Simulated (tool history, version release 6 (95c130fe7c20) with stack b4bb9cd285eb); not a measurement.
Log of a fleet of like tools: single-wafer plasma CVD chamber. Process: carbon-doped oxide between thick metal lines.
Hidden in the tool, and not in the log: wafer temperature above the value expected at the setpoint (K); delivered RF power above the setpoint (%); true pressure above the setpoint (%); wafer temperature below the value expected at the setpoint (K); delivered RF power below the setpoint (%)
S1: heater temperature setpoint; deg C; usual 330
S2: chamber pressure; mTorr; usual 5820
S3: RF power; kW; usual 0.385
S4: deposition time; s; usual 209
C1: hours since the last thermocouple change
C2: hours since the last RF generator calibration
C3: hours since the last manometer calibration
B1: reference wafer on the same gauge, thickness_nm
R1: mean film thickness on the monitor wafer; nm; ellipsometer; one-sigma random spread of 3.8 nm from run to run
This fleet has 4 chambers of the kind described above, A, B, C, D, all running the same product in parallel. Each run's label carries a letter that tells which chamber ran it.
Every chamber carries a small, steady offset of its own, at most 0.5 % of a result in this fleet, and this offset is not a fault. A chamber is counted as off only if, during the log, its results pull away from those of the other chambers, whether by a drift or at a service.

run 1C day=0.162 | S1=330 S2=5820 S3=0.385 S4=209 | C1=1448.5 C2=1240.4 C3=74.6 | B1=977.15 | R1=949.81
run 2B day=0.342 | S1=330 S2=5820 S3=0.385 S4=209 | C1=756.4 C2=491.8 C3=636.2 | B1=976.05 | R1=949.67
run 3D day=0.55 | S1=330 S2=5820 S3=0.385 S4=209 | C1=128 C2=820.4 C3=1518.4 | B1=977.09 | R1=940.34
run 4A day=0.783 | S1=330 S2=5820 S3=0.385 S4=209 | C1=674.1 C2=98.7 C3=1777.9 | B1=977.63 | R1=956
run 5A day=1.067 | S1=330 S2=5820 S3=0.385 S4=209 | C1=680.9 C2=105.5 C3=1784.7 | B1=976.49 | R1=948.64
run 6C day=1.362 | S1=330 S2=5820 S3=0.385 S4=209 | C1=1477.3 C2=1269.2 C3=103.4 | B1=977.44 | R1=947.53
run 7D day=1.583 | S1=330 S2=5820 S3=0.385 S4=209 | C1=152.8 C2=845.2 C3=1543.2 | B1=976.55 | R1=945.3
run 8B day=1.783 | S1=330 S2=5820 S3=0.385 S4=209 | C1=791 C2=526.4 C3=670.8 | B1=976.04 | R1=950.43
run 9B day=2.071 | S1=330 S2=5820 S3=0.385 S4=209 | C1=797.9 C2=533.3 C3=677.7 | B1=976.91 | R1=947.82
run 10A day=2.238 | S1=330 S2=5820 S3=0.385 S4=209 | C1=709 C2=133.6 C3=1812.8 | B1=977.85 | R1=955.4
run 11C day=2.479 | S1=330 S2=5820 S3=0.385 S4=209 | C1=1504.1 C2=1296 C3=130.2 | B1=977.12 | R1=944.94
run 12D day=2.658 | S1=330 S2=5820 S3=0.385 S4=209 | C1=178.6 C2=871 C3=1569 | B1=976.94 | R1=944.11
run 13D day=2.933 | S1=330 S2=5820 S3=0.385 S4=209 | C1=185.2 C2=877.6 C3=1575.6 | B1=977.35 | R1=942.68
run 14C day=3.192 | S1=339 S2=6500 S3=0.385 S4=209 | C1=1521.2 C2=1313.1 C3=147.3 | B1=976.52 | R1=929.53
run 15A day=3.325 | S1=339 S2=6500 S3=0.385 S4=209 | C1=735.1 C2=159.7 C3=1838.9 | B1=977.8 | R1=931.75
run 16B day=3.542 | S1=339 S2=6500 S3=0.385 S4=209 | C1=833.2 C2=568.6 C3=713 | B1=977.76 | R1=941.26
run 17C day=3.75 | S1=339 S2=6500 S3=0.385 S4=209 | C1=1534.6 C2=1326.5 C3=160.7 | B1=976.54 | R1=938.22
run 18D day=4.021 | S1=330 S2=5820 S3=0.385 S4=209 | C1=211.3 C2=903.7 C3=1601.7 | B1=976.61 | R1=942.49
run 19B day=4.267 | S1=330 S2=5820 S3=0.355 S4=239 | C1=850.6 C2=586 C3=730.4 | B1=977.76 | R1=1022.3
run 20A day=4.542 | S1=330 S2=5820 S3=0.355 S4=239 | C1=764.3 C2=188.9 C3=1868.1 | B1=978.58 | R1=1021.9
run 21C day=4.783 | S1=330 S2=5820 S3=0.355 S4=239 | C1=1559.4 C2=1351.3 C3=185.5 | B1=977.62 | R1=1019.3
run 22D day=5.083 | S1=330 S2=5820 S3=0.355 S4=239 | C1=236.8 C2=929.2 C3=1627.2 | B1=976.47 | R1=997.24
run 23B day=5.329 | S1=330 S2=5820 S3=0.385 S4=209 | C1=876.1 C2=611.5 C3=755.9 | B1=976.82 | R1=950.24
run 24A day=5.492 | S1=330 S2=5820 S3=0.385 S4=209 | C1=787.1 C2=211.7 C3=1890.9 | B1=976.01 | R1=951.21
run 25D day=5.633 | S1=330 S2=5820 S3=0.32 S4=209 | C1=250 C2=942.4 C3=1640.4 | B1=977.83 | R1=800.14
run 26A day=5.771 | S1=330 S2=5820 S3=0.32 S4=209 | C1=793.8 C2=218.4 C3=1897.6 | B1=977.28 | R1=810.93
run 27C day=6.062 | S1=330 S2=5820 S3=0.32 S4=209 | C1=1590.1 C2=1382 C3=216.2 | B1=976.27 | R1=820.9
run 28B day=6.212 | S1=330 S2=5820 S3=0.32 S4=209 | C1=897.3 C2=632.7 C3=777.1 | B1=976.95 | R1=823.68
run 29A day=6.35 | S1=330 S2=5820 S3=0.385 S4=209 | C1=807.7 C2=232.3 C3=1911.5 | B1=977.51 | R1=947.74
run 30B day=6.521 | S1=330 S2=5820 S3=0.385 S4=209 | C1=904.7 C2=640.1 C3=784.5 | B1=976.23 | R1=950.4
run 31C day=6.692 | S1=330 S2=5820 S3=0.385 S4=209 | C1=1605.2 C2=1397.1 C3=231.3 | B1=977.5 | R1=952.55
run 32D day=6.971 | S1=330 S2=5820 S3=0.385 S4=209 | C1=282.1 C2=974.5 C3=1672.5 | B1=976.91 | R1=907.63
run 33A day=7.175 | S1=330 S2=5820 S3=0.385 S4=209 | C1=827.5 C2=252.1 C3=1931.3 | B1=976.67 | R1=949.46
run 34D day=7.425 | S1=330 S2=5820 S3=0.385 S4=209 | C1=293 C2=985.4 C3=1683.4 | B1=977.42 | R1=901.6

All 4 chambers run these settings next. Forecast each chamber's results:
run 35A day=7.642 | S1=330 S2=5820 S3=0.385 S4=227 | R1=?
run 35B day=7.642 | S1=330 S2=5820 S3=0.385 S4=227 | R1=?
run 35C day=7.642 | S1=330 S2=5820 S3=0.385 S4=227 | R1=?
run 35D day=7.642 | S1=330 S2=5820 S3=0.385 S4=227 | R1=?

run=35A R1=1032.6
run=35B R1=1036
run=35C R1=1027.5
run=35D R1=977.76

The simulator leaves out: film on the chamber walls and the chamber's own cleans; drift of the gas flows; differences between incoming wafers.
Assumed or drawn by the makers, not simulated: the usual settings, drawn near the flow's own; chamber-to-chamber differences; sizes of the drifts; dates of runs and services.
